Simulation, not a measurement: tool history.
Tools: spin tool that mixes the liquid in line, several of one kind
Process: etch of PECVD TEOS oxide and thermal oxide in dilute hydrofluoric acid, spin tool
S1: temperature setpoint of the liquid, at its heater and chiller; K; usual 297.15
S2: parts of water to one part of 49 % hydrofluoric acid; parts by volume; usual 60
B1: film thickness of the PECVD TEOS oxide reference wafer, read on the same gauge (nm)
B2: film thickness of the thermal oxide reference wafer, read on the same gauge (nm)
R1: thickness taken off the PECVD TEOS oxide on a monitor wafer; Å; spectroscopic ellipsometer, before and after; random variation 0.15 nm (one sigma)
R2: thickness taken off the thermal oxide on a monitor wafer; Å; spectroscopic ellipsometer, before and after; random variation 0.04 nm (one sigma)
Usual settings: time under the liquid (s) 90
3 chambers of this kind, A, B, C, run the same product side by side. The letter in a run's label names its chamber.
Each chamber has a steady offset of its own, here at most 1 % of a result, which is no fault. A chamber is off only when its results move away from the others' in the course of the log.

{"run": "1C", "hour": 6.7, "S1": 297.15, "S2": 60, "time under the liquid (s)": 90, "B1": 139.96, "B2": 69.986, "R1": 164.86, "R2": 75.989}
{"run": "2A", "hour": 13.6, "S1": 297.15, "S2": 60, "time under the liquid (s)": 90, "B1": 139.98, "B2": 70.002, "R1": 159.76, "R2": 76.564}
{"run": "3B", "hour": 24.9, "S1": 297.15, "S2": 60, "time under the liquid (s)": 90, "B1": 139.97, "B2": 69.982, "R1": 160.45, "R2": 75.58}
{"run": "4B", "hour": 30.9, "S1": 297.15, "S2": 60, "time under the liquid (s)": 90, "B1": 139.99, "B2": 70.016, "R1": 159.4, "R2": 75.949}
{"run": "5C", "hour": 37.2, "S1": 297.15, "S2": 60, "time under the liquid (s)": 90, "B1": 139.98, "B2": 70.003, "R1": 160.33, "R2": 76.112}
{"run": "6A", "hour": 48.6, "S1": 297.15, "S2": 60, "time under the liquid (s)": 90, "B1": 140.0, "B2": 69.992, "R1": 162.37, "R2": 76.25}
{"run": "7B", "hour": 59.9, "S1": 297.15, "S2": 60, "time under the liquid (s)": 90, "B1": 140.01, "B2": 70.01, "R1": 158.15, "R2": 76.038}
{"run": "8C", "hour": 69.5, "S1": 297.15, "S2": 60, "time under the liquid (s)": 90, "B1": 140.02, "B2": 70.0, "R1": 163.51, "R2": 76.211}
{"run": "9A", "hour": 81.0, "S1": 297.15, "S2": 60, "time under the liquid (s)": 90, "B1": 139.98, "B2": 69.995, "R1": 162.47, "R2": 76.576}
{"run": "10C", "hour": 90.6, "S1": 297.15, "S2": 60, "time under the liquid (s)": 90, "B1": 139.98, "B2": 69.992, "R1": 163.53, "R2": 76.02}
{"run": "11B", "hour": 99.6, "S1": 297.15, "S2": 60, "time under the liquid (s)": 90, "B1": 140.02, "B2": 70.01, "R1": 159.41, "R2": 75.77}
{"run": "12A", "hour": 106.1, "S1": 297.15, "S2": 60, "time under the liquid (s)": 90, "B1": 140.0, "B2": 69.993, "R1": 161.38, "R2": 76.364}
{"run": "13C", "hour": 116.3, "S1": 297.15, "S2": 60, "time under the liquid (s)": 90, "B1": 139.98, "B2": 70.02, "R1": 162.42, "R2": 75.431}
{"run": "14B", "hour": 126.0, "S1": 297.15, "S2": 40, "time under the liquid (s)": 90, "B1": 140.0, "B2": 69.971, "R1": 246.72, "R2": 116.75}
{"run": "15A", "hour": 135.8, "S1": 297.15, "S2": 40, "time under the liquid (s)": 90, "B1": 139.97, "B2": 69.995, "R1": 245.5, "R2": 117.74}
{"run": "16A", "hour": 147.0, "S1": 297.15, "S2": 40, "time under the liquid (s)": 90, "B1": 140.01, "B2": 69.994, "R1": 246.47, "R2": 116.74}
{"run": "17C", "hour": 158.4, "S1": 297.15, "S2": 60, "time under the liquid (s)": 90, "B1": 140.01, "B2": 69.967, "R1": 161.88, "R2": 75.76}
{"run": "18B", "hour": 168.8, "S1": 297.15, "S2": 60, "time under the liquid (s)": 90, "B1": 140.03, "B2": 69.994, "R1": 159.93, "R2": 75.525}
{"run": "19A", "hour": 175.6, "S1": 297.15, "S2": 60, "time under the liquid (s)": 60, "B1": 140.02, "B2": 69.992, "R1": 108.52, "R2": 50.579}
{"run": "20C", "hour": 181.2, "S1": 297.15, "S2": 60, "time under the liquid (s)": 60, "B1": 140.0, "B2": 69.99, "R1": 108.54, "R2": 50.387}
{"run": "21B", "hour": 187.2, "S1": 297.15, "S2": 60, "time under the liquid (s)": 60, "B1": 139.98, "B2": 70.009, "R1": 106.38, "R2": 50.152}
{"run": "22B", "hour": 197.9, "S1": 297.15, "S2": 60, "time under the liquid (s)": 90, "B1": 139.96, "B2": 69.999, "R1": 160.82, "R2": 77.048}
{"run": "23C", "hour": 209.0, "S1": 297.15, "S2": 60, "time under the liquid (s)": 90, "B1": 139.99, "B2": 70.0, "R1": 161.07, "R2": 75.559}
{"run": "24A", "hour": 219.9, "S1": 297.15, "S2": 60, "time under the liquid (s)": 90, "B1": 139.98, "B2": 70.019, "R1": 162.78, "R2": 76.569}
{"run": "25A", "hour": 229.0, "S1": 297.15, "S2": 60, "time under the liquid (s)": 90, "B1": 139.99, "B2": 70.0, "R1": 158.77, "R2": 77.133}
{"run": "26B", "hour": 234.9, "S1": 297.15, "S2": 60, "time under the liquid (s)": 90, "B1": 140.01, "B2": 70.001, "R1": 161.02, "R2": 76.281}
{"run": "27C", "hour": 243.6, "S1": 298.65, "S2": 90, "time under the liquid (s)": 90, "B1": 140.01, "B2": 69.985, "R1": 109.48, "R2": 51.57}
{"run": "28A", "hour": 255.1, "S1": 298.65, "S2": 90, "time under the liquid (s)": 90, "B1": 140.02, "B2": 69.99, "R1": 109.84, "R2": 52.065}
{"run": "29C", "hour": 264.8, "S1": 298.65, "S2": 90, "time under the liquid (s)": 90, "B1": 139.99, "B2": 70.005, "R1": 110.14, "R2": 51.61}
{"run": "30B", "hour": 271.1, "S1": 297.15, "S2": 60, "time under the liquid (s)": 90, "B1": 139.98, "B2": 69.995, "R1": 159.26, "R2": 76.223}
{"hour": 272.6, "done": "chamber A: thermometer replaced"}
{"run": "31A", "hour": 280.6, "S1": 297.15, "S2": 60, "time under the liquid (s)": 90, "B1": 139.98, "B2": 70.008, "R1": 160.3, "R2": 76.426}
{"run": "32B", "hour": 287.2, "S1": 297.15, "S2": 60, "time under the liquid (s)": 90, "B1": 139.98, "B2": 70.006, "R1": 159.31, "R2": 76.348}

All 3 chambers run these settings next. Forecast each chamber's results:
{"run": "33A", "hour": 295.8, "S1": 297.15, "S2": 45, "time under the liquid (s)": 90, "R1": "?", "R2": "?"}
{"run": "33B", "hour": 295.8, "S1": 297.15, "S2": 45, "time under the liquid (s)": 90, "R1": "?", "R2": "?"}
{"run": "33C", "hour": 295.8, "S1": 297.15, "S2": 45, "time under the liquid (s)": 90, "R1": "?", "R2": "?"}

run=33A R1=218.02 R2=104.750
run=33B R1=217.20 R2=103.080
run=33C R1=219.24 R2=103.030
